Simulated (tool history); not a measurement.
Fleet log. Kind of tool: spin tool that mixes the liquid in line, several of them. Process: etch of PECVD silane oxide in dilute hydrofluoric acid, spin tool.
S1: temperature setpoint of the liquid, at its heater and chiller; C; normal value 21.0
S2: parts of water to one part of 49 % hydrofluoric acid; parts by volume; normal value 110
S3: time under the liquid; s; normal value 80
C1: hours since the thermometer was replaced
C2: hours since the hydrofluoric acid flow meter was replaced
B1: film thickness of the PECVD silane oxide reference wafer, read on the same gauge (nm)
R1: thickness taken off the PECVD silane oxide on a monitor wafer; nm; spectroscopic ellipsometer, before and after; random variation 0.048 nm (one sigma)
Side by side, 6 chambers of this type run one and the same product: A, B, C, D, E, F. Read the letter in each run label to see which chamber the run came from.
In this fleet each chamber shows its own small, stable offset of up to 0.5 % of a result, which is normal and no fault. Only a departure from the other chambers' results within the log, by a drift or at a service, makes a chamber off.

{"run": "1D", "hour": 9.6, "S1": 21.0, "S2": 110, "S3": 80, "C1": 2059.7, "C2": 472.0, "B1": 30.002, "R1": 9.5435}
{"run": "2B", "hour": 17.2, "S1": 21.0, "S2": 110, "S3": 80, "C1": 852.9, "C2": 585.5, "B1": 30.001, "R1": 9.6841}
{"run": "3E", "hour": 26.4, "S1": 21.0, "S2": 110, "S3": 80, "C1": 871.9, "C2": 489.9, "B1": 30.002, "R1": 9.5694}
{"run": "4F", "hour": 36.3, "S1": 21.0, "S2": 110, "S3": 80, "C1": 68.3, "C2": 1743.5, "B1": 30.0, "R1": 9.597}
{"run": "5C", "hour": 43.7, "S1": 21.0, "S2": 110, "S3": 80, "C1": 835.6, "C2": 141.1, "B1": 30.018, "R1": 9.5758}
{"hour": 52.1, "done": "chamber F: hydrofluoric acid flow meter replaced"}
{"run": "6A", "hour": 54.3, "S1": 21.0, "S2": 110, "S3": 80, "C1": 147.3, "C2": 150.9, "B1": 30.007, "R1": 9.5655}
{"run": "7A", "hour": 60.8, "S1": 21.0, "S2": 110, "S3": 80, "C1": 153.8, "C2": 157.4, "B1": 29.991, "R1": 9.5145}
{"run": "8D", "hour": 69.4, "S1": 21.0, "S2": 110, "S3": 80, "C1": 2119.5, "C2": 531.8, "B1": 30.005, "R1": 9.6459}
{"run": "9E", "hour": 75.9, "S1": 21.0, "S2": 110, "S3": 80, "C1": 921.4, "C2": 539.4, "B1": 30.001, "R1": 9.554}
{"run": "10C", "hour": 84.9, "S1": 21.0, "S2": 110, "S3": 80, "C1": 876.8, "C2": 182.3, "B1": 30.004, "R1": 9.5785}
{"run": "11B", "hour": 95.7, "S1": 21.0, "S2": 110, "S3": 80, "C1": 931.4, "C2": 664.0, "B1": 30.022, "R1": 9.6605}
{"run": "12F", "hour": 106.8, "S1": 21.0, "S2": 110, "S3": 80, "C1": 138.8, "C2": 54.7, "B1": 30.001, "R1": 9.5983}
{"run": "13D", "hour": 116.5, "S1": 21.0, "S2": 110, "S3": 80, "C1": 2166.6, "C2": 578.9, "B1": 30.016, "R1": 9.5958}
{"run": "14F", "hour": 121.6, "S1": 21.0, "S2": 110, "S3": 80, "C1": 153.6, "C2": 69.5, "B1": 29.985, "R1": 9.6266}
{"run": "15A", "hour": 129.4, "S1": 21.0, "S2": 110, "S3": 80, "C1": 222.4, "C2": 226.0, "B1": 29.998, "R1": 9.527}
{"run": "16E", "hour": 134.5, "S1": 21.0, "S2": 110, "S3": 80, "C1": 980.0, "C2": 598.0, "B1": 29.996, "R1": 9.6413}
{"run": "17B", "hour": 141.6, "S1": 21.0, "S2": 110, "S3": 80, "C1": 977.3, "C2": 709.9, "B1": 30.015, "R1": 9.6054}
{"run": "18C", "hour": 147.2, "S1": 21.0, "S2": 110, "S3": 80, "C1": 939.1, "C2": 244.6, "B1": 29.988, "R1": 9.5941}
{"run": "19E", "hour": 155.8, "S1": 21.0, "S2": 110, "S3": 80, "C1": 1001.3, "C2": 619.3, "B1": 30.018, "R1": 9.5697}
{"run": "20F", "hour": 163.2, "S1": 21.0, "S2": 110, "S3": 80, "C1": 195.2, "C2": 111.1, "B1": 30.018, "R1": 9.601}
{"run": "21C", "hour": 174.1, "S1": 21.0, "S2": 110, "S3": 80, "C1": 966.0, "C2": 271.5, "B1": 29.994, "R1": 9.6758}
{"run": "22B", "hour": 179.6, "S1": 21.0, "S2": 110, "S3": 80, "C1": 1015.3, "C2": 747.9, "B1": 29.998, "R1": 9.6554}
{"run": "23A", "hour": 188.6, "S1": 21.0, "S2": 110, "S3": 80, "C1": 281.6, "C2": 285.2, "B1": 30.002, "R1": 9.5003}
{"run": "24D", "hour": 197.2, "S1": 21.0, "S2": 110, "S3": 80, "C1": 2247.3, "C2": 659.6, "B1": 30.024, "R1": 9.5815}
{"run": "25F", "hour": 205.6, "S1": 21.0, "S2": 110, "S3": 80, "C1": 237.6, "C2": 153.5, "B1": 29.982, "R1": 9.5027}
{"run": "26C", "hour": 211.7, "S1": 21.0, "S2": 110, "S3": 80, "C1": 1003.6, "C2": 309.1, "B1": 30.019, "R1": 9.5566}
{"run": "27B", "hour": 218.2, "S1": 25.0, "S2": 55, "S3": 80, "C1": 1053.9, "C2": 786.5, "B1": 30.005, "R1": 23.975}
{"run": "28A", "hour": 228.9, "S1": 25.0, "S2": 55, "S3": 80, "C1": 321.9, "C2": 325.5, "B1": 30.006, "R1": 23.886}
{"run": "29E", "hour": 239.1, "S1": 25.0, "S2": 55, "S3": 80, "C1": 1084.6, "C2": 702.6, "B1": 29.989, "R1": 24.688}
{"run": "30D", "hour": 246.6, "S1": 25.0, "S2": 55, "S3": 80, "C1": 2296.7, "C2": 709.0, "B1": 30.001, "R1": 24.145}
{"run": "31C", "hour": 253.6, "S1": 25.0, "S2": 55, "S3": 80, "C1": 1045.5, "C2": 351.0, "B1": 29.999, "R1": 24.768}
{"run": "32B", "hour": 262.3, "S1": 25.0, "S2": 55, "S3": 80, "C1": 1098.0, "C2": 830.6, "B1": 30.002, "R1": 23.96}
{"run": "33F", "hour": 269.0, "S1": 21.0, "S2": 110, "S3": 80, "C1": 301.0, "C2": 216.9, "B1": 30.0, "R1": 9.5113}
{"run": "34E", "hour": 279.0, "S1": 21.0, "S2": 110, "S3": 80, "C1": 1124.5, "C2": 742.5, "B1": 29.981, "R1": 9.627}
{"run": "35A", "hour": 284.3, "S1": 21.0, "S2": 110, "S3": 80, "C1": 377.3, "C2": 380.9, "B1": 29.989, "R1": 9.4859}
{"run": "36D", "hour": 293.0, "S1": 21.0, "S2": 110, "S3": 80, "C1": 2343.1, "C2": 755.4, "B1": 29.991, "R1": 9.604}
{"run": "37D", "hour": 299.7, "S1": 21.0, "S2": 110, "S3": 80, "C1": 2349.8, "C2": 762.1, "B1": 30.027, "R1": 9.6071}
{"run": "38A", "hour": 305.9, "S1": 21.0, "S2": 125, "S3": 120, "C1": 398.9, "C2": 402.5, "B1": 29.992, "R1": 12.36}
{"run": "39E", "hour": 311.0, "S1": 21.0, "S2": 125, "S3": 120, "C1": 1156.5, "C2": 774.5, "B1": 29.99, "R1": 12.4}

What goes on in this fleet: one chamber off, a drifting gauge, or nothing beyond the chambers' own small offsets? Name the chamber and the cause, if any.

Beyond each chamber's small constant offset nothing stands out, and the gauge stays steady.

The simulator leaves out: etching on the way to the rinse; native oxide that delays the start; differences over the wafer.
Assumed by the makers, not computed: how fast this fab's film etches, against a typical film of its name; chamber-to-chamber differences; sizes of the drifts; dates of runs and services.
